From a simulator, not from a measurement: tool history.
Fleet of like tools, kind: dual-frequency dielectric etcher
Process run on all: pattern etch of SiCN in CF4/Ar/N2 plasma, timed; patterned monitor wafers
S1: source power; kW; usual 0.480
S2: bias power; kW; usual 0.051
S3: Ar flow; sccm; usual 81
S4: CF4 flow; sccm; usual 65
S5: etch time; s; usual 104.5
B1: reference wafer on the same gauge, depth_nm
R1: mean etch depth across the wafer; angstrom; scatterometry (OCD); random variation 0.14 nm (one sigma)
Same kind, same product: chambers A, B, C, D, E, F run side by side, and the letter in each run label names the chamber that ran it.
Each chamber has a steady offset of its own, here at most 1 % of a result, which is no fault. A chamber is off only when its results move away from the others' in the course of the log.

Run 1B, day 0.179: usual settings; B1 96.791. Result: R1 867.50 angstrom.
Run 2E, day 0.454: usual settings; B1 96.798. Result: R1 869.64 angstrom.
At day 0.600: chamber C: CF4 flow controller replaced.
At day 0.683: chamber E: wet clean of the chamber.
Run 3F, day 0.729: usual settings; B1 96.907. Result: R1 864.44 angstrom.
Run 4A, day 1.008: usual settings; B1 96.874. Result: R1 876.12 angstrom.
Run 5C, day 1.233: usual settings; B1 96.856. Result: R1 875.17 angstrom.
Run 6D, day 1.479: usual settings; B1 96.885. Result: R1 867.50 angstrom.
Run 7C, day 1.608: usual settings but S3 68 sccm; B1 96.905. Result: R1 902.08 angstrom.
Run 8E, day 1.754: usual settings but S3 68 sccm; B1 96.925. Result: R1 897.18 angstrom.
Run 9B, day 2.038: usual settings but S3 68 sccm; B1 96.933. Result: R1 891.56 angstrom.
Run 10F, day 2.321: usual settings but S3 68 sccm; B1 96.977. Result: R1 886.66 angstrom.
At day 2.392: chamber B: CF4 flow controller replaced.
Run 11A, day 2.567: usual settings but S3 68 sccm; B1 97.010. Result: R1 901.35 angstrom.
At day 2.729: chamber C: wet clean of the chamber.
Run 12D, day 2.804: usual settings but S3 68 sccm; B1 96.984. Result: R1 894.17 angstrom.
Run 13A, day 2.992: usual settings; B1 96.932. Result: R1 877.22 angstrom.
Run 14F, day 3.225: usual settings; B1 97.005. Result: R1 865.39 angstrom.
Run 15B, day 3.408: usual settings; B1 97.029. Result: R1 869.48 angstrom.
Run 16C, day 3.679: usual settings; B1 97.010. Result: R1 876.78 angstrom.
Run 17D, day 3.942: usual settings; B1 97.087. Result: R1 868.99 angstrom.
Run 18E, day 4.154: usual settings; B1 97.042. Result: R1 874.49 angstrom.
Run 19A, day 4.371: usual settings; B1 97.037. Result: R1 876.55 angstrom.
Run 20B, day 4.608: usual settings; B1 97.083. Result: R1 867.14 angstrom.
Run 21D, day 4.754: usual settings; B1 97.116. Result: R1 870.36 angstrom.
At day 4.817: chamber F: CF4 flow controller replaced.
Run 22F, day 5.012: usual settings; B1 97.076. Result: R1 867.96 angstrom.
Run 23E, day 5.229: usual settings but S3 72 sccm, S4 74 sccm; B1 97.119. Result: R1 908.41 angstrom.
Run 24C, day 5.492: usual settings but S3 72 sccm, S4 74 sccm; B1 97.199. Result: R1 909.03 angstrom.
Run 25F, day 5.692: usual settings but S3 72 sccm, S4 74 sccm; B1 97.155. Result: R1 902.01 angstrom.
Run 26E, day 5.883: usual settings but S3 72 sccm, S4 74 sccm; B1 97.192. Result: R1 911.75 angstrom.
Run 27D, day 6.021: usual settings but S3 72 sccm, S4 74 sccm; B1 97.154. Result: R1 905.33 angstrom.
Run 28C, day 6.254: usual settings but S3 72 sccm, S4 74 sccm; B1 97.221. Result: R1 911.88 angstrom.
Run 29B, day 6.400: usual settings; B1 97.220. Result: R1 871.57 angstrom.
Run 30A, day 6.583: usual settings; B1 97.191. Result: R1 878.96 angstrom.
Run 31C, day 6.854: usual settings; B1 97.171. Result: R1 875.87 angstrom.
Run 32A, day 7.071: usual settings; B1 97.267. Result: R1 877.71 angstrom.
Run 33B, day 7.283: usual settings; B1 97.223. Result: R1 868.47 angstrom.
Run 34F, day 7.554: usual settings; B1 97.315. Result: R1 869.36 angstrom.
Run 35D, day 7.692: usual settings; B1 97.291. Result: R1 872.37 angstrom.
Run 36E, day 7.933: usual settings; B1 97.293. Result: R1 874.70 angstrom.
Run 37B, day 8.196: usual settings; B1 97.348. Result: R1 870.90 angstrom.
Run 38E, day 8.392: usual settings but S2 0.045 kW; B1 97.315. Result: R1 840.16 angstrom.
Run 39C, day 8.667: usual settings but S2 0.045 kW; B1 97.356. Result: R1 848.07 angstrom.
Run 40D, day 8.925: usual settings but S2 0.045 kW; B1 97.342. Result: R1 839.26 angstrom.
Run 41A, day 9.175: usual settings but S2 0.045 kW; B1 97.404. Result: R1 845.81 angstrom.
Run 42F, day 9.362: usual settings but S2 0.045 kW; B1 97.413. Result: R1 836.67 angstrom.
Run 43D, day 9.571: usual settings but S2 0.045 kW; B1 97.438. Result: R1 839.60 angstrom.
Run 44E, day 9.800: usual settings; B1 97.403. Result: R1 877.62 angstrom.

Is one chamber out of step, is the gauge drifting, or do the chambers differ by no more than their own small offsets? For an off chamber, give its letter and the likeliest cause.

The gauge drifts, so all chambers seem to drift together. No chamber is off.
Likeliest cause: gauge reads high (%) = 0.664.

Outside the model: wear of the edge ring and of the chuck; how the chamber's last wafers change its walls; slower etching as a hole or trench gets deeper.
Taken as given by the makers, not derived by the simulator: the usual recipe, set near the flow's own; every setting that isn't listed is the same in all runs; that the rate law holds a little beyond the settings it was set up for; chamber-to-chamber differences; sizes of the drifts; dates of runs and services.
